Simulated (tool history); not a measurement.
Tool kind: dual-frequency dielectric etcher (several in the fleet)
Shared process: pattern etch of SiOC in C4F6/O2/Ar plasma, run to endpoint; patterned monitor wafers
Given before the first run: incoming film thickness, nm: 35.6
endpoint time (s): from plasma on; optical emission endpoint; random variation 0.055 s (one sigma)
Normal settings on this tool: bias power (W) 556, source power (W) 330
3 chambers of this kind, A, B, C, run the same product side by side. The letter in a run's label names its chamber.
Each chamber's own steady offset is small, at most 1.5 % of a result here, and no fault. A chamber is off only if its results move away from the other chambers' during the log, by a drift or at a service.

Run 1B, hour 11.3: usual settings. Result: endpoint time (s) 12.281.
Run 2A, hour 18.1: usual settings. Result: endpoint time (s) 12.241.
Run 3C, hour 29.4: usual settings. Result: endpoint time (s) 12.429.
At hour 34.7: chamber C: wet clean of the chamber.
Run 4B, hour 39.0: usual settings. Result: endpoint time (s) 12.260.
Run 5C, hour 45.3: usual settings. Result: endpoint time (s) 12.506.
Run 6A, hour 50.9: usual settings. Result: endpoint time (s) 12.397.
Run 7B, hour 58.6: usual settings. Result: endpoint time (s) 12.331.
Run 8C, hour 68.8: usual settings but bias power (W) 437. Result: endpoint time (s) 13.625.
Run 9A, hour 77.7: usual settings but bias power (W) 437. Result: endpoint time (s) 13.674.
Run 10A, hour 85.2: usual settings but bias power (W) 437. Result: endpoint time (s) 13.565.
Run 11B, hour 96.2: usual settings. Result: endpoint time (s) 12.312.
Run 12C, hour 108.2: usual settings. Result: endpoint time (s) 12.502.
Run 13A, hour 118.8: usual settings. Result: endpoint time (s) 12.451.
At hour 123.9: chamber A: wet clean of the chamber.
Run 14B, hour 128.1: usual settings. Result: endpoint time (s) 12.206.
Run 15C, hour 137.2: usual settings but source power (W) 360. Result: endpoint time (s) 12.061.
Run 16A, hour 143.2: usual settings but source power (W) 360. Result: endpoint time (s) 11.716.
Run 17C, hour 153.4: usual settings but source power (W) 360. Result: endpoint time (s) 12.117.
Run 18B, hour 160.5: usual settings but bias power (W) 454. Result: endpoint time (s) 13.301.
Run 19C, hour 167.5: usual settings but bias power (W) 454. Result: endpoint time (s) 13.512.
Run 20A, hour 177.5: usual settings but bias power (W) 454. Result: endpoint time (s) 13.030.
Run 21B, hour 186.9: usual settings. Result: endpoint time (s) 12.292.
Run 22C, hour 196.3: usual settings. Result: endpoint time (s) 12.477.
Run 23B, hour 202.4: usual settings. Result: endpoint time (s) 12.331.

Predict what each chamber gives when all 3 of them run the settings below next.
Run 24A, hour 211.2: usual settings but bias power (W) 684. Result: endpoint time (s) ?.
Run 24B, hour 211.2: usual settings but bias power (W) 684. Result: endpoint time (s) ?.
Run 24C, hour 211.2: usual settings but bias power (W) 684. Result: endpoint time (s) ?.

run  endpoint time (s)
24A             11.146
24B             11.407
24C             11.535
